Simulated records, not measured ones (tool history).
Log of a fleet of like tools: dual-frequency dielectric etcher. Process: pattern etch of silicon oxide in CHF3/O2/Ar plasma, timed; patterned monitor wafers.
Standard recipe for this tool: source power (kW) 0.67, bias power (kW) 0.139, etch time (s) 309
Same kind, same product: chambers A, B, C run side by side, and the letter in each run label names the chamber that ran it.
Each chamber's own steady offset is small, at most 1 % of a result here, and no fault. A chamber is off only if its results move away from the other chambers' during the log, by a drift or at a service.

| run | hour | source power (kW) | bias power (kW) | etch time (s) | hours since the last wet clean | hours since the last source power generator calibration | hours since the last bias power generator calibration | read-back reference wafer on the same gauge, depth_nm | mean etch depth across the wafer (nm) |
|---|---|---|---|---|---|---|---|---|---|
| 1C | 8 | 0.67 | 0.139 | 309 | 296.8 | 1559.1 | 1598.9 | 609.25 | 584.7 |
| 2A | 16.9 | 0.67 | 0.139 | 309 | 434.9 | 3135 | 1554.6 | 609.06 | 582.66 |
| 3B | 22.3 | 0.67 | 0.139 | 309 | 90 | 2487.5 | 267.3 | 609.06 | 584.09 |
| 4B | 31 | 0.67 | 0.139 | 309 | 98.7 | 2496.2 | 276 | 609.04 | 583.3 |
| 5C | 36.6 | 0.67 | 0.139 | 309 | 325.4 | 1587.7 | 1627.5 | 609.15 | 581.17 |
| 6A | 47 | 0.67 | 0.139 | 309 | 465 | 3165.1 | 1584.7 | 609.12 | 582.64 |
| 7A | 53.9 | 0.67 | 0.139 | 309 | 471.9 | 3172 | 1591.6 | 608.88 | 581.62 |
| 8C | 63.1 | 0.67 | 0.139 | 309 | 351.9 | 1614.2 | 1654 | 608.94 | 577.64 |
| 9B | 72.2 | 0.67 | 0.139 | 309 | 139.9 | 2537.4 | 317.2 | 609.31 | 582.57 |
| 10A | 82.8 | 0.75 | 0.112 | 309 | 500.8 | 3200.9 | 1620.5 | 608.95 | 567.3 |
| 11B | 87.9 | 0.75 | 0.112 | 309 | 155.6 | 2553.1 | 332.9 | 609.14 | 570.38 |
| 12C | 93.5 | 0.75 | 0.112 | 309 | 382.3 | 1644.6 | 1684.4 | 608.84 | 565.13 |
| 13C | 100.7 | 0.67 | 0.139 | 309 | 389.5 | 1651.8 | 1691.6 | 609.17 | 578.82 |
| 14A | 111.2 | 0.67 | 0.139 | 309 | 529.2 | 3229.3 | 1648.9 | 609.11 | 582.86 |
| 15B | 119.4 | 0.62 | 0.173 | 309 | 187.1 | 2584.6 | 364.4 | 608.98 | 604.84 |
|  | 123.6 | chamber A: wet clean of the chamber |
| 16A | 124.5 | 0.62 | 0.173 | 309 | 1 | 3242.6 | 1662.2 | 608.92 | 607.59 |
| 17C | 130.7 | 0.62 | 0.173 | 309 | 419.5 | 1681.8 | 1721.6 | 608.63 | 600.12 |
| 18B | 136.7 | 0.67 | 0.139 | 309 | 204.4 | 2601.9 | 381.7 | 608.99 | 580.76 |
| 19A | 142.8 | 0.67 | 0.139 | 309 | 19.3 | 3260.9 | 1680.5 | 608.91 | 581.38 |
| 20B | 148.3 | 0.67 | 0.154 | 353.5 | 216 | 2613.5 | 393.3 | 609.01 | 687.59 |
| 21C | 156.7 | 0.67 | 0.154 | 353.5 | 445.5 | 1707.8 | 1747.6 | 608.84 | 680.54 |
| 22C | 164.1 | 0.67 | 0.154 | 353.5 | 452.9 | 1715.2 | 1755 | 608.88 | 679.54 |
| 23A | 172.6 | 0.67 | 0.139 | 309 | 49.1 | 3290.7 | 1710.3 | 608.85 | 582.33 |
| 24B | 178.3 | 0.67 | 0.139 | 309 | 246 | 2643.5 | 423.3 | 609.05 | 580.55 |
| 25B | 186.8 | 0.67 | 0.139 | 309 | 254.5 | 2652 | 431.8 | 608.96 | 583.7 |
| 26C | 194.9 | 0.67 | 0.139 | 309 | 483.7 | 1746 | 1785.8 | 609.11 | 571.38 |
| 27A | 200.4 | 0.67 | 0.139 | 309 | 76.9 | 3318.5 | 1738.1 | 609.31 | 582.87 |
| 28A | 208.8 | 0.67 | 0.139 | 309 | 85.3 | 3326.9 | 1746.5 | 609.1 | 581.9 |
| 29B | 215.1 | 0.67 | 0.139 | 309 | 282.8 | 2680.3 | 460.1 | 609.04 | 582.18 |
| 30C | 223.4 | 0.82 | 0.108 | 309 | 512.2 | 1774.5 | 1814.3 | 609.41 | 569.57 |
| 31A | 229 | 0.82 | 0.108 | 309 | 105.5 | 3347.1 | 1766.7 | 608.81 | 585.94 |
| 32B | 237.4 | 0.82 | 0.108 | 309 | 305.1 | 2702.6 | 482.4 | 608.83 | 580.83 |
| 33C | 245.7 | 0.67 | 0.139 | 309 | 534.5 | 1796.8 | 1836.6 | 609.07 | 568.15 |
| 34A | 251.9 | 0.67 | 0.139 | 309 | 128.4 | 3370 | 1789.6 | 609 | 581.34 |
| 35B | 260.6 | 0.67 | 0.139 | 309 | 328.3 | 2725.8 | 505.6 | 608.77 | 584.3 |
| 36C | 266.9 | 0.67 | 0.139 | 309 | 555.7 | 1818 | 1857.8 | 609.22 | 567.37 |
| 37B | 278.4 | 0.67 | 0.139 | 309 | 346.1 | 2743.6 | 523.4 | 608.56 | 580.37 |
| 38C | 284.5 | 0.67 | 0.139 | 309 | 573.3 | 1835.6 | 1875.4 | 608.85 | 565.48 |
| 39A | 293.1 | 0.67 | 0.139 | 309 | 169.6 | 3411.2 | 1830.8 | 609.16 | 581.53 |
| 40A | 304.3 | 0.67 | 0.139 | 309 | 180.8 | 3422.4 | 1842 | 608.64 | 582.1 |
| 41C | 310.4 | 0.67 | 0.139 | 309 | 599.2 | 1861.5 | 1901.3 | 608.76 | 564.85 |

Is one chamber off against the others, does the gauge drift, or is nothing wrong? If a chamber is off, say which, and what the likeliest cause is.

One chamber, C, drifts off from the rest bit by bit.
Likeliest cause: etch rate under this chamber's usual, % = 3.37.

Chamber C could run next with any of the 4 candidate recipes listed below; each alters the usual settings, and their results appear as question marks. Which one brings its results back in line with what the other chambers deliver on the usual settings?
In-line tolerance around the mean of the other chambers on the usual settings: mean etch depth across the wafer (nm) 5.1
| 42C-1 | 318.9 | 0.66 | 0.137 | 293 |  |  |  |  | ? |
| 42C-2 | 318.9 | 0.67 | 0.138 | 299 |  |  |  |  | ? |
| 42C-3 | 318.9 | 0.71 | 0.145 | 309 |  |  |  |  | ? |
| 42C-4 | 318.9 | 0.67 | 0.139 | 328 |  |  |  |  | ? |

What the other chambers average on the usual settings: mean etch depth across the wafer (nm) 582.23
| run | mean etch depth across the wafer (nm) |
|---|---|
| 42C-1 | 527.89 |
| 42C-2 | 543.11 |
| 42C-3 | 583.18 |
| 42C-4 | 597.15 |
The right change is 42C-3: it brings the chamber back within the allowed miss of the others.
